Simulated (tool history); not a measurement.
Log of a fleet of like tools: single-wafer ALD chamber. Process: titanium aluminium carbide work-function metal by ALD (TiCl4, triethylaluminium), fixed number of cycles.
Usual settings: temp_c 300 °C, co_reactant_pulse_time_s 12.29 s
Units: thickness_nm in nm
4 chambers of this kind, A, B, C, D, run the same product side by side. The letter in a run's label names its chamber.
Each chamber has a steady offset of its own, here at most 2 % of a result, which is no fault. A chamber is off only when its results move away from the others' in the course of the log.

run   hour  temp_c  co_reactant_pulse_time_s  hours since the last thermocouple change  hours since the last triethylaluminium bottle change  read-back reference wafer on the same gauge, thickness_nm  thickness_nm
 1A    6.4     300                     12.29                                     384.1                                                 888.4                                                     1.9801        2.0365
 2D   10.4     300                     12.29                                    1033.9                                                  28.5                                                     1.9809        2.0453
 3B   14.8     300                     12.29                                    1788.5                                                1161.9                                                     1.9809        2.0691
      15.2  -- chamber B: triethylaluminium bottle replaced
 4C   21.3     300                     12.29                                     377.0                                                 525.7                                                     1.9812        2.0339
 5C   28.0     300                     12.29                                     383.7                                                 532.4                                                     1.9820        2.0324
 6D   31.3     300                     12.29                                    1054.8                                                  49.4                                                     1.9819        2.0494
 7B   37.0     300                     12.29                                    1810.7                                                  21.8                                                     1.9820        2.0710
 8A   41.5     291                     10.84                                     419.2                                                 923.5                                                     1.9826        1.9447
      45.4  -- chamber D: thermocouple changed; heater temperature recalibrated
 9D   47.5     291                     10.84                                       2.1                                                  65.6                                                     1.9834        1.9503
10C   53.1     291                     10.84                                     408.8                                                 557.5                                                     1.9834        1.9346
11A   56.6     291                     10.84                                     434.3                                                 938.6                                                     1.9827        1.9398
12B   62.8     300                     12.29                                    1836.5                                                  47.6                                                     1.9837        2.0769
13C   67.7     300                     12.29                                     423.4                                                 572.1                                                     1.9843        2.0388
14D   71.2     300                     12.29                                      25.8                                                  89.3                                                     1.9843        2.0524
15B   75.4     300                     12.29                                    1849.1                                                  60.2                                                     1.9843        2.0771
16A   81.6     300                     12.29                                     459.3                                                 963.6                                                     1.9849        2.0420
17B   86.3     300                     12.29                                    1860.0                                                  71.1                                                     1.9854        2.0793
18C   92.2     300                     12.29                                     447.9                                                 596.6                                                     1.9855        2.0385
19A   96.8     300                     12.29                                     474.5                                                 978.8                                                     1.9858        2.0441
20D  103.0     295                     14.64                                      57.6                                                 121.1                                                     1.9865        2.0270
21B  107.0     295                     14.64                                    1880.7                                                  91.8                                                     1.9866        2.0450
22C  110.3     295                     14.64                                     466.0                                                 614.7                                                     1.9861        2.0119
23A  116.6     295                     14.64                                     494.3                                                 998.6                                                     1.9872        2.0176
24D  123.5     300                     12.29                                      78.1                                                 141.6                                                     1.9873        2.0523
25C  126.6     300                     12.29                                     482.3                                                 631.0                                                     1.9882        2.0424
26B  133.3     300                     12.29                                    1907.0                                                 118.1                                                     1.9881        2.0790
27D  137.1     300                     12.29                                      91.7                                                 155.2                                                     1.9885        2.0508
28A  141.1     300                     12.29                                     518.8                                                1023.1                                                     1.9882        2.0409

Next, every chamber runs the same settings. What will each give?
29A  146.1     300                      7.72                                                                                                                                                                        ?
29B  146.1     300                      7.72                                                                                                                                                                        ?
29C  146.1     300                      7.72                                                                                                                                                                        ?
29D  146.1     300                      7.72                                                                                                                                                                        ?

run  thickness_nm
29A        1.9376
29B        1.9629
29C        1.9251
29D        1.9423
